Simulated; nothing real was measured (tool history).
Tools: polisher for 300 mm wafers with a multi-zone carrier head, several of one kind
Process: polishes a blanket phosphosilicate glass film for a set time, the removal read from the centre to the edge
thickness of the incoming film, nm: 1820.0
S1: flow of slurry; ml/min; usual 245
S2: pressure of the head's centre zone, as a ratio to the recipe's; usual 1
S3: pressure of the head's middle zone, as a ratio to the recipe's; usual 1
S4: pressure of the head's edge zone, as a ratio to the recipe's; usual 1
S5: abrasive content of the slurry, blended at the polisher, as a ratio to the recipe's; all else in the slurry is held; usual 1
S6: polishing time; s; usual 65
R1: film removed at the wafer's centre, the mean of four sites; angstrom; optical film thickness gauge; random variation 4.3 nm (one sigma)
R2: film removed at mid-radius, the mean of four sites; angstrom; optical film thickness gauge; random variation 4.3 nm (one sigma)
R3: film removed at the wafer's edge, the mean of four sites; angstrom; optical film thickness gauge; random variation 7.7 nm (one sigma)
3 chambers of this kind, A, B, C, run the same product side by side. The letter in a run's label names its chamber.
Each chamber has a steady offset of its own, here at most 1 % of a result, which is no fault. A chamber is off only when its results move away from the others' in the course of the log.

run	hour	S1	S2	S3	S4	S5	S6	R1	R2	R3
# hour 3.2: chamber A: centre zone pressure recalibrated
1A	4.7	245	1	1	1	1	65	5971.2	5963.5	6019.4
2B	7.4	245	1	1	1	1	65	5930.2	5945.3	5954.2
3C	10.2	245	1	1	1	1	65	5880.8	5884.4	6015.4
# hour 14.7: chamber A: worn pad replaced by a new one
4B	14.7	245	1	1	1	1	65	5829	5930	5972.3
5A	19.3	245	1	1	1	1	65	5957.9	5951	5937.8
6C	23.3	245	1	1	1	1	65	5941.7	5923.9	5871.9
# hour 23.6: chamber C: worn pad replaced by a new one
7C	26.8	245	1	1	1	1	65	5886.3	5838.9	5913.7
8A	29.3	245	1	1	1	1	80	7304.2	7270.5	7201.8
9B	33.3	245	1	1	1	1	80	7292.4	7262.6	7142.7
10C	35.9	245	1	1	1	1	80	7299.3	7146.6	7321.3
11A	40.9	245	1	1	1	1	65	5952.3	5921.6	5926.6
12B	44.1	245	1	1	1	1	65	5818.7	5933.9	5830
13A	47.7	245	1	1	1	1	65	5974.3	5902.1	5853.1
14B	50.7	245	1	1	1	1	65	5789.5	5813.6	5786.6
15C	55.3	245	1	1	1	1	65	5905.9	5853.3	5999.6
# hour 56.5: chamber A: slurry nozzle cleaned
16C	58.5	245	1	1	1	1	65	5912.4	5846.1	5777.3
17A	61.2	245	1	1	1	1	65	5970.7	5956.7	6012.1
18B	63.9	245	0.89	1	1	1	74	5756.1	6611.2	6509.3
19B	67.6	245	0.89	1	1	1	74	5770.6	6621.8	6550.5
20A	71.7	245	0.89	1	1	1	74	5934.8	6726.3	6712.3
21C	74.8	245	1	1	1	1.2	65	6376.9	6324.2	6398.1
22A	78.5	245	1	1	1	1.2	65	6529	6386.9	6474.8
23B	82	245	1	1	1	1.2	65	6071	6186.5	6064.6
# hour 85.3: chamber C: worn pad replaced by a new one
24C	87.1	245	1	1	1	1	65	5929.4	5865.9	5795.3
# hour 87.3: chamber A: worn pad replaced by a new one
25B	90.5	245	1	1	1	1	65	5673.6	5624.6	5561.1
26C	93.3	245	1	1	1	1	65	5928.9	5901.4	5809.2
27A	97.1	245	1	1	1	1	65	5967	5954.6	6018.7
28B	102	245	1	1	1	1	65	5558.1	5602.1	5584.7
29C	106.3	245	1	1	1	1	65	5946	5815.3	5754.7
30A	109.4	245	1	1	1	1	65	5941.2	5917.1	5877.4
31A	113.6	245	1	1	1	1	65	5925.8	6079.8	6030.5
32C	116.3	245	1	1	1	1	65	5914.7	5838.5	5923.6
33B	121	245	1	1	1	1	65	5528.1	5563.6	5479.1

Is one chamber off against the others, does the gauge drift, or is nothing wrong? If a chamber is off, say which, and what the likeliest cause is.

Chamber B drifts away from the others.
Cause: removal rate lost through wear of the pad, % = 6.92.
The log may not tell that from: slurry flow missing at the pad, %.

Here are 4 candidates for chamber B's next run, each the usual settings with a change, their results left as question marks. Which one brings its results back in line with what the others give on the usual settings?
In line means no further than this from the other chambers' mean on the usual settings: R1 150 angstrom; R2 150 angstrom; R3 270 angstrom
34B-1	124.7	245	1.01	0.99	1.01	1.05	72	?	?	?
34B-2	124.7	245	1	1.01	0.99	0.95	59	?	?	?
34B-3	124.7	245	0.99	1	1	1	61	?	?	?
34B-4	124.7	245	1.01	1	1	1	70	?	?	?

The other chambers' mean on the usual settings: R1 5935.6 angstrom; R2 5903.6 angstrom; R3 5929.4 angstrom
run	R1	R2	R3
34B-1	6289.8	6199.2	6245.1
34B-2	4873.2	4944.9	4838.5
34B-3	5100.9	5187	5149.3
34B-4	5983.9	5951.6	5909
34B-4 brings the chamber back in line.

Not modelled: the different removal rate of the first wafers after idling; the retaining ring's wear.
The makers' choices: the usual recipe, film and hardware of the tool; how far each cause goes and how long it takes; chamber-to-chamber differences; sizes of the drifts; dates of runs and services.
